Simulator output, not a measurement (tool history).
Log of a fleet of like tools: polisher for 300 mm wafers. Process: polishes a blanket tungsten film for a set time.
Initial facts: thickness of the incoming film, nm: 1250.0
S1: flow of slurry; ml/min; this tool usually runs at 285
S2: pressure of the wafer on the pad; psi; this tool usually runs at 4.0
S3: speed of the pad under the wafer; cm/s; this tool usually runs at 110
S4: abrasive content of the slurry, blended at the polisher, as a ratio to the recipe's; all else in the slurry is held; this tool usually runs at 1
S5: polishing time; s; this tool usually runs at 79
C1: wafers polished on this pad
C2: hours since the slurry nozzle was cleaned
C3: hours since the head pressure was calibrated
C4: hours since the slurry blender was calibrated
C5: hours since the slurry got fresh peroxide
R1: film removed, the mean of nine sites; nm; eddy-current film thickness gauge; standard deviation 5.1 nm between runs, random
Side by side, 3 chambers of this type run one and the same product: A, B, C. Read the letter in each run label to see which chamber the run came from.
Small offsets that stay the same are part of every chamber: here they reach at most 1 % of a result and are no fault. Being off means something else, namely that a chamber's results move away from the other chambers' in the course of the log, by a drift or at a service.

run   hour   S1   S2   S3  S4  S5    C1     C2      C3     C4     C5      R1
 1A    4.5  285  4.0  110   1  79  1187  376.3  1052.9   39.9   93.2  348.92
 2C    7.7  285  4.0  110   1  79   739   62.4   150.4   49.4    8.4  354.02
       9.9  -- chamber A: worn pad replaced by a new one
 3B   11.5  285  4.0  110   1  79  1057  383.6   472.4  107.6   52.8  357.17
 4B   16.5  285  4.0  110   1  79  1130  388.6   477.4  112.6   57.8  353.22
 5C   20.0  285  4.0  110   1  79   917   74.7   162.7   61.7   20.7  355.21
 6A   24.1  285  4.0  110   1  79   206  395.9  1072.5   59.5  112.8  349.05
 7A   26.5  285  4.0  110   1  79   241  398.3  1074.9   61.9  115.2  356.82
      29.3  -- chamber B: worn pad replaced by a new one
 8B   30.6  285  4.0  110   1  79    18  402.7   491.5  126.7   71.9  351.21
      33.1  -- chamber B: slurry blender recalibrated
 9C   35.3  285  4.0  110   1  79  1139   90.0   178.0   77.0   36.0  363.58
10C   40.2  285  4.0  110   1  79  1210   94.9   182.9   81.9   40.9  361.84
      44.0  -- chamber C: slurry tank refilled with fresh slurry and peroxide
11B   44.5  285  4.0  110   1  79   220  416.6   505.4   11.4   85.8  365.69
12A   47.5  285  4.0  110   1  79   545  419.3  1095.9   82.9  136.2  350.64
13C   50.0  285  4.0  110   1  79  1352  104.7   192.7   91.7    6.1  353.61
14A   54.6  285  4.0  110   1  79   648  426.4  1103.0   90.0  143.3  340.73
      55.9  -- chamber A: head pressure recalibrated
      57.0  -- chamber C: worn pad replaced by a new one
15B   57.4  285  4.0  110   1  79   407  429.5   518.3   24.3   98.7  351.70
16A   60.9  365  4.0  110   1  79   739  432.7     5.1   96.3  149.6  347.95
17B   65.9  365  4.0  110   1  79   530  438.0   526.8   32.8  107.2  368.26
18C   69.1  365  4.0  110   1  79   176  123.8   211.8  110.8   25.2  363.60
19A   71.6  285  4.0  110   1  79   894  443.4    15.8  107.0  160.3  335.17
20B   74.7  285  4.0  110   1  79   657  446.8   535.6   41.6  116.0  355.53
21C   79.2  285  4.0  110   1  79   322  133.9   221.9  120.9   35.3  351.91
22A   83.5  285  4.0  110   1  79  1066  455.3    27.7  118.9  172.2  313.87
23C   86.0  285  4.0  110   1  79   421  140.7   228.7  127.7   42.1  354.29
      87.8  -- chamber C: slurry tank refilled with fresh slurry and peroxide
24B   90.1  285  2.9  142   1  79   880  462.2   551.0   57.0  131.4  329.70
25C   94.4  285  2.9  142   1  79   542  149.1   237.1  136.1    6.7  323.88
26A   96.8  285  2.9  142   1  79  1259  468.6    41.0  132.2  185.5  282.34
     100.2  -- chamber B: slurry tank refilled with fresh slurry and peroxide
27B  100.8  285  4.0  110   1  79  1035  472.9   561.7   67.7    0.6  360.41
28B  105.7  285  4.0  110   1  79  1106  477.8   566.6   72.6    5.5  345.84
29C  108.7  285  4.0  110   1  79   750  163.4   251.4  150.4   21.0  343.18

Has any chamber moved away from the others, gradually or after a service, or does the common gauge drift, or do the chambers differ only by their own small steady offsets? State the chamber and the most likely cause if one applies.

Chamber A drifts away from the others.
Cause: peroxide lost from the slurry, % = 38.7.

Chamber A could run next with any of the 4 candidate recipes listed below; each alters the usual settings, and their results appear as question marks. Which one brings its results back in line with what the other chambers deliver on the usual settings?
To be in line, a result may differ from the other chambers' mean on the usual settings by at most: R1 18.00 nm
30A-1  112.3  285  4.0  106  1.0  75                       ?
30A-2  112.3  285  4.0  110  1.4  79                       ?
30A-3  112.3  285  3.6  110  1.0  71                       ?
30A-4  112.3  285  4.3  118  1.0  85                       ?

Other chambers, usual settings, mean: R1 354.51 nm
  run      R1
30A-1  259.04
30A-2  307.54
30A-3  228.69
30A-4  351.81
It is 30A-4 that realigns the chamber with its peers.
